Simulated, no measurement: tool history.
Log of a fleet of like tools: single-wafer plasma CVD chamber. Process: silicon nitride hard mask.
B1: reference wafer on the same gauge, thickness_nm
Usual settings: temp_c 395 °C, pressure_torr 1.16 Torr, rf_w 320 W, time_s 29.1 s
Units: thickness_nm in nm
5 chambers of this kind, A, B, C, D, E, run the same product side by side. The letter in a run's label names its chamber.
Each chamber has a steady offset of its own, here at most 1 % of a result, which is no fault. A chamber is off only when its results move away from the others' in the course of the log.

run 1D day=0.496 | temp_c=395 pressure_torr=1.16 rf_w=320 time_s=29.1 | B1=30.395 | thickness_nm=32.128
run 2B day=0.838 | temp_c=395 pressure_torr=1.16 rf_w=320 time_s=29.1 | B1=30.387 | thickness_nm=31.978
run 3C day=1.3 | temp_c=395 pressure_torr=1.16 rf_w=320 time_s=29.1 | B1=30.387 | thickness_nm=31.845
run 4A day=1.692 | temp_c=395 pressure_torr=1.16 rf_w=320 time_s=29.1 | B1=30.384 | thickness_nm=31.812
run 5E day=2.258 | temp_c=395 pressure_torr=1.16 rf_w=320 time_s=29.1 | B1=30.38 | thickness_nm=31.527
run 6E day=2.538 | temp_c=395 pressure_torr=1.16 rf_w=320 time_s=29.1 | B1=30.362 | thickness_nm=31.513
-- day=2.817 chamber A: RF generator calibrated
run 7D day=2.833 | temp_c=395 pressure_torr=1.16 rf_w=320 time_s=29.1 | B1=30.371 | thickness_nm=32.038
run 8B day=3.396 | temp_c=395 pressure_torr=1.16 rf_w=320 time_s=29.1 | B1=30.361 | thickness_nm=31.931
run 9C day=3.783 | temp_c=395 pressure_torr=0.99 rf_w=320 time_s=29.1 | B1=30.365 | thickness_nm=30.225
run 10A day=4.196 | temp_c=395 pressure_torr=0.99 rf_w=320 time_s=29.1 | B1=30.363 | thickness_nm=30.058
-- day=4.275 chamber E: RF generator calibrated
run 11B day=4.683 | temp_c=395 pressure_torr=0.99 rf_w=320 time_s=29.1 | B1=30.347 | thickness_nm=30.238
run 12C day=4.979 | temp_c=395 pressure_torr=0.99 rf_w=320 time_s=29.1 | B1=30.34 | thickness_nm=30.217
run 13E day=5.529 | temp_c=395 pressure_torr=0.99 rf_w=320 time_s=29.1 | B1=30.341 | thickness_nm=29.862
run 14A day=6 | temp_c=395 pressure_torr=1.16 rf_w=320 time_s=29.1 | B1=30.347 | thickness_nm=31.788
run 15D day=6.533 | temp_c=395 pressure_torr=1.16 rf_w=320 time_s=29.1 | B1=30.325 | thickness_nm=31.946
run 16E day=7.117 | temp_c=395 pressure_torr=1.16 rf_w=295 time_s=29.1 | B1=30.317 | thickness_nm=29.85
run 17B day=7.417 | temp_c=395 pressure_torr=1.16 rf_w=295 time_s=29.1 | B1=30.32 | thickness_nm=30.21
run 18A day=7.892 | temp_c=395 pressure_torr=1.16 rf_w=295 time_s=29.1 | B1=30.312 | thickness_nm=30.104
run 19C day=8.304 | temp_c=395 pressure_torr=1.16 rf_w=295 time_s=29.1 | B1=30.308 | thickness_nm=30.086
run 20D day=8.742 | temp_c=395 pressure_torr=1.16 rf_w=295 time_s=29.1 | B1=30.304 | thickness_nm=30.291
run 21D day=9.117 | temp_c=395 pressure_torr=1.16 rf_w=320 time_s=29.1 | B1=30.298 | thickness_nm=31.848
run 22A day=9.438 | temp_c=395 pressure_torr=1.16 rf_w=320 time_s=29.1 | B1=30.297 | thickness_nm=31.828
run 23E day=9.925 | temp_c=395 pressure_torr=1.16 rf_w=285 time_s=29.1 | B1=30.291 | thickness_nm=29.157
run 24C day=10.304 | temp_c=395 pressure_torr=1.16 rf_w=285 time_s=29.1 | B1=30.282 | thickness_nm=29.34
run 25B day=10.821 | temp_c=395 pressure_torr=1.16 rf_w=285 time_s=29.1 | B1=30.279 | thickness_nm=29.477
run 26D day=11.133 | temp_c=395 pressure_torr=1.16 rf_w=285 time_s=29.1 | B1=30.28 | thickness_nm=29.651
-- day=11.196 chamber D: capacitance manometer re-zeroed and calibrated
run 27C day=11.729 | temp_c=395 pressure_torr=1.16 rf_w=285 time_s=29.1 | B1=30.28 | thickness_nm=29.337
run 28B day=12.108 | temp_c=395 pressure_torr=1.16 rf_w=320 time_s=29.1 | B1=30.262 | thickness_nm=31.827
run 29E day=12.517 | temp_c=395 pressure_torr=1.16 rf_w=320 time_s=29.1 | B1=30.262 | thickness_nm=31.423
run 30A day=12.971 | temp_c=395 pressure_torr=1.16 rf_w=320 time_s=29.1 | B1=30.257 | thickness_nm=31.686
run 31B day=13.271 | temp_c=395 pressure_torr=1.16 rf_w=320 time_s=29.1 | B1=30.251 | thickness_nm=31.835
run 32C day=13.579 | temp_c=395 pressure_torr=1.16 rf_w=320 time_s=29.1 | B1=30.254 | thickness_nm=31.738
run 33D day=14.038 | temp_c=395 pressure_torr=1.16 rf_w=320 time_s=29.1 | B1=30.252 | thickness_nm=31.846

Is one chamber off against the others, does the gauge drift, or is nothing wrong? If a chamber is off, say which, and what the likeliest cause is.

The gauge drifts, so all chambers seem to drift together. No chamber is off.
Cause: gauge reads low (%) = 0.515.
